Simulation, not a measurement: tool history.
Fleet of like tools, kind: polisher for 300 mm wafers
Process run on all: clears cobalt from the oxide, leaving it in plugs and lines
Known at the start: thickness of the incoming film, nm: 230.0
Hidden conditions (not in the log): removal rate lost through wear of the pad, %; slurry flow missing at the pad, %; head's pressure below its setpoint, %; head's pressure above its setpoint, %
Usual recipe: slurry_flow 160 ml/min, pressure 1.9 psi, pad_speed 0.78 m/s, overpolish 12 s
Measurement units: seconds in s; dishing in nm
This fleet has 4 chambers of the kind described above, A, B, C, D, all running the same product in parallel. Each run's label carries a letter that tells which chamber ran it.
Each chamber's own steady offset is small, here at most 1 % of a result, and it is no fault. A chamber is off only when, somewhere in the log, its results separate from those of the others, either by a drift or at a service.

run,hour,slurry_flow,pressure,pad_speed,overpolish,wafers polished on this pad,hours since the slurry nozzle was cleaned,hours since the head pressure was calibrated,seconds,dishing
1B,5.1,160,1.9,0.78,12,373,395.5,627.4,54.764,33.445
2A,10.5,160,1.9,0.78,12,202,298.3,147.3,53.746,34.382
3D,16.3,160,1.9,0.78,12,296,224.4,994.7,54.707,34.476
4C,24.6,160,1.9,0.78,12,723,577.4,664.4,54.371,34.595
5B,31.7,160,1.9,0.78,12,734,422.1,654,55.395,35.077
# hour 38: chamber C: worn pad replaced by a new one
6D,38.1,160,1.9,0.78,12,592,246.2,1016.5,54.334,35.203
# hour 43.4: chamber B: worn pad replaced by a new one
7A,45.1,205,1.9,0.78,12,673,332.9,181.9,53.742,36.096
8C,52.6,205,1.9,0.78,12,199,605.4,692.4,52.31,34.107
9D,58.9,205,1.9,0.78,12,875,267,1037.3,53.377,35.323
# hour 60.4: chamber A: worn pad replaced by a new one
# hour 67: chamber D: worn pad replaced by a new one
10C,67,205,1.9,0.78,12,395,619.8,706.8,52.627,34.369
11A,72.7,160,1.9,0.78,12,168,360.5,209.5,53.887,34.297
12B,78.2,200,1.9,0.86,12,473,468.6,700.5,48.407,37.999
13A,85.2,200,1.9,0.86,12,338,373,222,48.712,38.219
14C,93.1,200,1.9,0.86,12,750,645.9,732.9,47.529,37.451
15D,100,200,1.9,0.86,12,450,308.1,1078.4,47.52,37.512
16B,105.9,160,1.9,0.78,12,850,496.3,728.2,54.143,34.339
# hour 110.1: chamber B: worn pad replaced by a new one
17B,111.9,160,1.9,0.78,12,24,502.3,734.2,55.195,35.73
18D,117.2,160,1.9,0.78,12,684,325.3,1095.6,55.999,33.771
# hour 118.6: chamber A: worn pad replaced by a new one
# hour 119: chamber C: worn pad replaced by a new one
19C,123.8,160,1.9,0.78,12,66,676.6,763.6,53.373,34.65
20A,128.8,160,1.9,1.06,17,139,416.6,265.6,39.668,47.622
21D,133.1,160,1.9,1.06,17,900,341.2,1111.5,41.649,47.913
22A,139.5,160,1.9,1.06,17,284,427.3,276.3,40.55,49.339
# hour 142.6: chamber B: slurry nozzle cleaned
# hour 144.2: chamber D: worn pad replaced by a new one
23C,144.7,160,1.9,1.06,17,350,697.5,784.5,41.444,47.268
24B,149.4,160,1.9,0.78,12,534,6.8,771.7,54.802,34.558
25B,155,160,1.9,0.78,12,611,12.4,777.3,53.879,34.735
26C,162.3,160,1.9,0.78,12,589,715.1,802.1,55.654,34.016
27A,166.7,160,2.1,0.78,12,654,454.5,303.5,50.02,35.994
# hour 174.9: chamber A: worn pad replaced by a new one
28D,175.1,160,2.1,0.78,12,420,383.2,1153.5,51.878,36.865
# hour 175.3: chamber B: worn pad replaced by a new one
29B,183.6,160,2.1,0.78,12,113,41,805.9,49.223,36.646
30C,188.9,160,2.1,0.78,12,951,741.7,828.7,49.321,36.477
31D,196.2,160,1.9,0.78,12,707,404.3,1174.6,58.271,33.504
# hour 197.2: chamber C: worn pad replaced by a new one
32A,201.8,160,1.9,0.78,12,367,489.6,338.6,54.728,34.862
33D,208.3,160,1.9,1,14,872,416.4,1186.7,45.375,42.951
# hour 210.8: chamber D: worn pad replaced by a new one
34C,213,160,1.9,1,14,216,765.8,852.8,42.193,43.325
35A,219.8,160,1.9,1,14,611,507.6,356.6,42.387,44.148
36B,226.8,160,1.9,1,14,701,84.2,849.1,42.459,45.393
37A,232.7,160,1.6,0.78,12,787,520.5,369.5,65.466,30.745
38D,236.5,160,1.6,0.78,12,350,444.6,1214.9,70.687,30.025
# hour 237.4: chamber B: worn pad replaced by a new one
# hour 237.7: chamber A: worn pad replaced by a new one
39C,243.5,160,1.6,0.78,12,631,796.3,883.3,65.171,30.387
40B,252,160,1.6,0.78,12,199,109.4,874.3,64.607,31.369
41A,258.8,160,1.9,0.78,12,287,546.6,395.6,52.954,33.866

All 4 chambers run these settings next. Forecast each chamber's results:
42A,264.9,160,1.9,0.78,12,,,,?,?
42B,264.9,160,1.9,0.78,12,,,,?,?
42C,264.9,160,1.9,0.78,12,,,,?,?
42D,264.9,160,1.9,0.78,12,,,,?,?

run,seconds,dishing
42A,54.041,33.416
42B,57.035,34.166
42C,56.998,35.173
42D,60.123,32.716
